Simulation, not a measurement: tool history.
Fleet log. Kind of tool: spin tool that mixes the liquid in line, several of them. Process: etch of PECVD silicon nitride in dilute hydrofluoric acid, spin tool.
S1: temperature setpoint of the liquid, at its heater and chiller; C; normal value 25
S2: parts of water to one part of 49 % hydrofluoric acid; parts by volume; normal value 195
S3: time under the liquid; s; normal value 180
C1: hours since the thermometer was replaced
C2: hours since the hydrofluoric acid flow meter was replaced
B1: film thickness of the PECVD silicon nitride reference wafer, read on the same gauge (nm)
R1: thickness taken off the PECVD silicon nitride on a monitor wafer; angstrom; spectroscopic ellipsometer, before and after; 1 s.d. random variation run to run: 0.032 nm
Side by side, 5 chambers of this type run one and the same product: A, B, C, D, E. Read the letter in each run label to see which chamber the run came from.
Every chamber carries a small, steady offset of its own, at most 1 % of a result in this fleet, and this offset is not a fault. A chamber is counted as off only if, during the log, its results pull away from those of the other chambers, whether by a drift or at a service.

run,hour,S1,S2,S3,C1,C2,B1,R1
1A,7.8,25,195,180,57.4,186.6,119.99,53.840
2C,16.7,25,195,180,621.5,1051.6,120.03,53.250
# hour 16.9: chamber B: thermometer replaced
3E,24.9,25,195,180,224.8,315.5,120.02,53.978
4D,32.5,25,195,180,1010.7,617.7,120.01,54.527
5B,37.2,25,195,180,20.4,407.0,119.94,53.352
6E,45.6,25,195,180,245.5,336.2,119.99,54.205
7A,56.4,25,195,180,106.0,235.2,119.98,53.967
8D,64.4,25,195,180,1042.6,649.6,120.02,53.481
9C,71.7,25,195,180,676.5,1106.6,119.98,54.299
10B,81.2,25,195,180,64.4,451.0,120.01,54.213
11B,90.1,25,195,180,73.3,459.9,119.97,53.568
12C,95.3,25,195,180,700.1,1130.2,119.96,54.157
13E,104.2,25,195,180,304.1,394.8,119.98,53.670
# hour 109.0: chamber D: thermometer replaced
14A,110.3,25,195,180,159.9,289.1,119.99,54.492
15D,119.8,25,195,180,10.8,705.0,120.04,54.244
16A,129.1,25,195,180,178.7,307.9,120.00,53.522
17E,137.7,25,195,180,337.6,428.3,119.97,52.796
18B,143.9,25,195,180,127.1,513.7,120.04,54.085
# hour 144.8: chamber B: hydrofluoric acid flow meter replaced
19D,154.5,25,195,180,45.5,739.7,120.03,54.258
20C,164.8,25,195,180,769.6,1199.7,120.03,53.552
21B,174.6,25,195,180,157.8,29.8,120.03,53.702
22D,185.3,25,195,180,76.3,770.5,119.99,54.261
23C,191.8,25,195,180,796.6,1226.7,119.99,53.814
24E,201.7,25,195,180,401.6,492.3,120.05,52.186
25A,212.2,25,195,180,261.8,391.0,120.05,53.667
26A,217.1,25,195,180,266.7,395.9,119.99,53.955
27E,222.1,25,195,180,422.0,512.7,119.95,52.271
28D,232.1,25,195,180,123.1,817.3,120.00,54.226
29C,242.2,25,195,180,847.0,1277.1,119.96,53.526
30B,250.9,25,195,180,234.1,106.1,119.98,53.650
31A,258.0,25,195,180,307.6,436.8,120.03,54.450
32E,263.5,25,195,180,463.4,554.1,120.01,50.853
33B,270.3,25,195,180,253.5,125.5,120.00,53.213
34D,278.3,25,195,180,169.3,863.5,119.98,54.900
35C,283.6,25,195,180,888.4,1318.5,119.99,53.410

All chambers now run identical settings, listed one chamber a line with results as question marks. What results will each chamber show?
36A,291.3,25,195,180,,,,?
36B,291.3,25,195,180,,,,?
36C,291.3,25,195,180,,,,?
36D,291.3,25,195,180,,,,?
36E,291.3,25,195,180,,,,?

run,R1
36A,53.909
36B,53.562
36C,53.236
36D,54.195
36E,51.297
